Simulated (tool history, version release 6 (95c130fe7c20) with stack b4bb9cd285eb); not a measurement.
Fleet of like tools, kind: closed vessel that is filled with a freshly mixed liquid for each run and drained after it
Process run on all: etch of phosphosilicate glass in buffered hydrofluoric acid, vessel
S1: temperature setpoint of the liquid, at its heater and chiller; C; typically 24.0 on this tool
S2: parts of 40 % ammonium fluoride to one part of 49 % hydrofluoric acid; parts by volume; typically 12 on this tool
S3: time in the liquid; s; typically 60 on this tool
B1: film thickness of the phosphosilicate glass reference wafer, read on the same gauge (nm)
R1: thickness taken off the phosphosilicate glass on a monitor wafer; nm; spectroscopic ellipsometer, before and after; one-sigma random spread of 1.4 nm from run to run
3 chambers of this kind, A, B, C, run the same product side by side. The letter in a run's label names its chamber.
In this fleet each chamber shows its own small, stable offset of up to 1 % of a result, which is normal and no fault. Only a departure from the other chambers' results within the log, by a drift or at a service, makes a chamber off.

run	hour	S1	S2	S3	B1	R1
1C	6.6	24.0	12	60	50.022	227.19
2B	10.0	24.0	12	60	50.002	229.14
3A	15.3	24.0	12	60	49.981	228.29
4C	20.8	24.0	12	60	49.986	227.66
5B	25.4	24.0	12	60	50.012	230.54
6A	29.9	24.0	12	60	50.016	230.77
7A	36.6	24.0	12	60	49.987	226.59
8B	42.5	20.5	12	60	50.020	187.71
9C	46.9	20.5	12	60	50.008	192.05
10A	50.9	20.5	12	60	50.016	189.44
11C	54.1	24.0	12	60	50.004	232.02
12B	59.3	24.0	12	60	49.994	230.08
13A	62.8	24.0	12	60	50.001	227.45
14C	68.6	24.0	12	60	50.005	233.25
15B	74.5	24.0	12	60	50.001	229.34
16A	80.7	24.0	12	60	50.017	226.99
17C	87.4	24.0	12	60	50.006	238.32
18B	90.6	24.0	12	60	50.005	228.70
19A	96.9	24.0	12	60	49.989	227.27
20C	103.7	24.0	12	60	49.987	240.03
21B	110.6	24.0	12	60	50.012	228.67
22A	116.7	24.0	12	60	49.998	229.85
23B	121.9	20.0	12	40	50.009	122.69
24C	126.1	20.0	12	40	50.003	129.32
25B	131.8	20.0	12	40	50.010	122.53
26A	135.3	24.0	12	60	49.975	228.96

Decide between three cases: one chamber stands off from its peers, the gauge reading all wafers drifts, or nothing is wrong past each chamber's small offset. Where a chamber is off, say which and what most likely put it there.

It is chamber C that slowly wanders off from its peers.
Likeliest cause: liquid hotter than its thermometer reads (K) = 1.2.
Not necessarily distinguishable in this log from: hydrofluoric acid flow above the setpoint (%).

Below are 4 candidate recipes for chamber C's next run, each the usual settings with a change, their results shown as question marks. Which of them brings C's results back in line with what the other chambers give on the usual settings?
In-line tolerance around the mean of the other chambers on the usual settings: R1 4.80 nm
27C-1	140.4	24.5	11.5	60		?
27C-2	140.4	23.5	12.0	60		?
27C-3	140.4	23.5	12.5	60		?
27C-4	140.4	24.5	12.0	60		?

What the other chambers average on the usual settings: R1 228.35 nm
run	R1
27C-1	261.14
27C-2	237.49
27C-3	228.25
27C-4	250.57
27C-3 brings the chamber back in line.
